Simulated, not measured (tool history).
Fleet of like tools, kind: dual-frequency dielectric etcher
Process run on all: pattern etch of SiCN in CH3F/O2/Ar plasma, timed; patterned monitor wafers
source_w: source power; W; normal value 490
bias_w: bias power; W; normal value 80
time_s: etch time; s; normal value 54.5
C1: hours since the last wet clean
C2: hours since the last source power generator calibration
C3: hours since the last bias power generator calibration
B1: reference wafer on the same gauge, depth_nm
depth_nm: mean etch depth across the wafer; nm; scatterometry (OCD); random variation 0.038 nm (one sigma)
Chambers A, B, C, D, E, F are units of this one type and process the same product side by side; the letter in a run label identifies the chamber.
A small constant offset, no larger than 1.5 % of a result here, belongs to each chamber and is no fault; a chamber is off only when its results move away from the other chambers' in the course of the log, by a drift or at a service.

{"run": "1E", "hour": 5.2, "source_w": 490, "bias_w": 80, "time_s": 54.5, "C1": 115.1, "C2": 1739.5, "C3": 795.5, "B1": 21.411, "depth_nm": 23.055}
{"run": "2F", "hour": 11.6, "source_w": 490, "bias_w": 80, "time_s": 54.5, "C1": 87.1, "C2": 511.6, "C3": 95.8, "B1": 21.41, "depth_nm": 22.909}
{"run": "3D", "hour": 18.9, "source_w": 490, "bias_w": 80, "time_s": 54.5, "C1": 228.0, "C2": 2496.0, "C3": 4099.6, "B1": 21.407, "depth_nm": 23.02}
{"run": "4A", "hour": 26.4, "source_w": 490, "bias_w": 80, "time_s": 54.5, "C1": 294.7, "C2": 752.9, "C3": 3796.4, "B1": 21.42, "depth_nm": 23.254}
{"run": "5C", "hour": 30.5, "source_w": 490, "bias_w": 80, "time_s": 54.5, "C1": 267.5, "C2": 1467.9, "C3": 940.2, "B1": 21.424, "depth_nm": 23.048}
{"run": "6B", "hour": 36.0, "source_w": 490, "bias_w": 80, "time_s": 54.5, "C1": 279.3, "C2": 43.5, "C3": 449.8, "B1": 21.432, "depth_nm": 22.881}
{"run": "7D", "hour": 40.1, "source_w": 490, "bias_w": 80, "time_s": 54.5, "C1": 249.2, "C2": 2517.2, "C3": 4120.8, "B1": 21.42, "depth_nm": 23.075}
{"run": "8F", "hour": 47.8, "source_w": 490, "bias_w": 80, "time_s": 54.5, "C1": 123.3, "C2": 547.8, "C3": 132.0, "B1": 21.42, "depth_nm": 22.898}
{"hour": 49.4, "done": "chamber D: bias power generator calibrated"}
{"run": "9E", "hour": 52.2, "source_w": 490, "bias_w": 80, "time_s": 54.5, "C1": 162.1, "C2": 1786.5, "C3": 842.5, "B1": 21.427, "depth_nm": 23.131}
{"run": "10A", "hour": 56.1, "source_w": 490, "bias_w": 80, "time_s": 54.5, "C1": 324.4, "C2": 782.6, "C3": 3826.1, "B1": 21.429, "depth_nm": 23.219}
{"run": "11B", "hour": 61.8, "source_w": 490, "bias_w": 80, "time_s": 54.5, "C1": 305.1, "C2": 69.3, "C3": 475.6, "B1": 21.444, "depth_nm": 22.852}
{"run": "12C", "hour": 66.8, "source_w": 490, "bias_w": 80, "time_s": 54.5, "C1": 303.8, "C2": 1504.2, "C3": 976.5, "B1": 21.438, "depth_nm": 23.1}
{"run": "13B", "hour": 74.3, "source_w": 490, "bias_w": 80, "time_s": 54.5, "C1": 317.6, "C2": 81.8, "C3": 488.1, "B1": 21.435, "depth_nm": 22.949}
{"hour": 76.0, "done": "chamber B: wet clean of the chamber"}
{"run": "14F", "hour": 80.4, "source_w": 490, "bias_w": 80, "time_s": 54.5, "C1": 155.9, "C2": 580.4, "C3": 164.6, "B1": 21.45, "depth_nm": 22.966}
{"run": "15C", "hour": 85.1, "source_w": 490, "bias_w": 80, "time_s": 54.5, "C1": 322.1, "C2": 1522.5, "C3": 994.8, "B1": 21.455, "depth_nm": 23.128}
{"run": "16A", "hour": 89.3, "source_w": 490, "bias_w": 80, "time_s": 54.5, "C1": 357.6, "C2": 815.8, "C3": 3859.3, "B1": 21.457, "depth_nm": 23.277}
{"run": "17D", "hour": 94.6, "source_w": 490, "bias_w": 73, "time_s": 43.0, "C1": 303.7, "C2": 2571.7, "C3": 45.2, "B1": 21.463, "depth_nm": 17.678}
{"run": "18E", "hour": 99.3, "source_w": 490, "bias_w": 73, "time_s": 43.0, "C1": 209.2, "C2": 1833.6, "C3": 889.6, "B1": 21.457, "depth_nm": 17.739}
{"run": "19D", "hour": 106.4, "source_w": 490, "bias_w": 73, "time_s": 43.0, "C1": 315.5, "C2": 2583.5, "C3": 57.0, "B1": 21.464, "depth_nm": 17.667}
{"run": "20C", "hour": 111.1, "source_w": 490, "bias_w": 73, "time_s": 43.0, "C1": 348.1, "C2": 1548.5, "C3": 1020.8, "B1": 21.46, "depth_nm": 17.656}
{"run": "21F", "hour": 118.4, "source_w": 490, "bias_w": 73, "time_s": 43.0, "C1": 193.9, "C2": 618.4, "C3": 202.6, "B1": 21.468, "depth_nm": 17.532}
{"hour": 122.5, "done": "chamber C: wet clean of the chamber"}
{"run": "22B", "hour": 125.6, "source_w": 490, "bias_w": 73, "time_s": 43.0, "C1": 49.7, "C2": 133.1, "C3": 539.4, "B1": 21.472, "depth_nm": 17.462}
{"run": "23E", "hour": 130.0, "source_w": 490, "bias_w": 80, "time_s": 54.5, "C1": 239.9, "C2": 1864.3, "C3": 920.3, "B1": 21.483, "depth_nm": 23.206}
{"run": "24A", "hour": 134.4, "source_w": 490, "bias_w": 80, "time_s": 54.5, "C1": 402.7, "C2": 860.9, "C3": 3904.4, "B1": 21.486, "depth_nm": 23.26}
{"run": "25B", "hour": 141.6, "source_w": 490, "bias_w": 80, "time_s": 54.5, "C1": 65.7, "C2": 149.1, "C3": 555.4, "B1": 21.486, "depth_nm": 22.875}
{"run": "26A", "hour": 149.4, "source_w": 490, "bias_w": 80, "time_s": 54.5, "C1": 417.7, "C2": 875.9, "C3": 3919.4, "B1": 21.49, "depth_nm": 23.304}
{"run": "27F", "hour": 157.0, "source_w": 490, "bias_w": 80, "time_s": 54.5, "C1": 232.5, "C2": 657.0, "C3": 241.2, "B1": 21.484, "depth_nm": 23.004}
{"run": "28C", "hour": 161.3, "source_w": 490, "bias_w": 80, "time_s": 54.5, "C1": 38.8, "C2": 1598.7, "C3": 1071.0, "B1": 21.495, "depth_nm": 23.156}
{"run": "29E", "hour": 167.8, "source_w": 490, "bias_w": 80, "time_s": 54.5, "C1": 277.7, "C2": 1902.1, "C3": 958.1, "B1": 21.504, "depth_nm": 23.186}
{"run": "30D", "hour": 174.1, "source_w": 490, "bias_w": 80, "time_s": 54.5, "C1": 383.2, "C2": 2651.2, "C3": 124.7, "B1": 21.496, "depth_nm": 23.126}
{"run": "31B", "hour": 180.6, "source_w": 490, "bias_w": 80, "time_s": 54.5, "C1": 104.7, "C2": 188.1, "C3": 594.4, "B1": 21.5, "depth_nm": 22.878}
{"run": "32A", "hour": 188.0, "source_w": 490, "bias_w": 80, "time_s": 54.5, "C1": 456.3, "C2": 914.5, "C3": 3958.0, "B1": 21.501, "depth_nm": 23.342}
{"run": "33E", "hour": 195.2, "source_w": 490, "bias_w": 80, "time_s": 54.5, "C1": 305.1, "C2": 1929.5, "C3": 985.5, "B1": 21.518, "depth_nm": 23.206}
{"hour": 196.7, "done": "chamber A: bias power generator calibrated"}
{"run": "34C", "hour": 201.8, "source_w": 490, "bias_w": 80, "time_s": 54.5, "C1": 79.3, "C2": 1639.2, "C3": 1111.5, "B1": 21.51, "depth_nm": 23.216}
{"run": "35F", "hour": 209.4, "source_w": 490, "bias_w": 80, "time_s": 54.5, "C1": 284.9, "C2": 709.4, "C3": 293.6, "B1": 21.525, "depth_nm": 23.035}
{"run": "36D", "hour": 215.0, "source_w": 490, "bias_w": 80, "time_s": 54.5, "C1": 424.1, "C2": 2692.1, "C3": 165.6, "B1": 21.531, "depth_nm": 23.152}
{"run": "37E", "hour": 221.4, "source_w": 490, "bias_w": 80, "time_s": 54.5, "C1": 331.3, "C2": 1955.7, "C3": 1011.7, "B1": 21.529, "depth_nm": 23.232}
{"run": "38D", "hour": 225.5, "source_w": 490, "bias_w": 80, "time_s": 54.5, "C1": 434.6, "C2": 2702.6, "C3": 176.1, "B1": 21.531, "depth_nm": 23.174}
{"run": "39C", "hour": 232.4, "source_w": 440, "bias_w": 80, "time_s": 54.5, "C1": 109.9, "C2": 1669.8, "C3": 1142.1, "B1": 21.52, "depth_nm": 22.296}
{"run": "40A", "hour": 237.3, "source_w": 440, "bias_w": 80, "time_s": 54.5, "C1": 505.6, "C2": 963.8, "C3": 40.6, "B1": 21.532, "depth_nm": 22.453}
{"run": "41B", "hour": 241.2, "source_w": 440, "bias_w": 80, "time_s": 54.5, "C1": 165.3, "C2": 248.7, "C3": 655.0, "B1": 21.53, "depth_nm": 22.04}
{"run": "42F", "hour": 248.3, "source_w": 440, "bias_w": 80, "time_s": 54.5, "C1": 323.8, "C2": 748.3, "C3": 332.5, "B1": 21.543, "depth_nm": 22.232}

Read the log: is a single chamber off, either drifting away or since a service, is the gauge that measures every chamber drifting, or is nothing wrong beyond small per-chamber offsets? Name any odd chamber and what most likely caused it.

The shared gauge is drifting. All chambers look as if they move in step, but none is off.
Likeliest cause: gauge reads high (%) = 0.687.

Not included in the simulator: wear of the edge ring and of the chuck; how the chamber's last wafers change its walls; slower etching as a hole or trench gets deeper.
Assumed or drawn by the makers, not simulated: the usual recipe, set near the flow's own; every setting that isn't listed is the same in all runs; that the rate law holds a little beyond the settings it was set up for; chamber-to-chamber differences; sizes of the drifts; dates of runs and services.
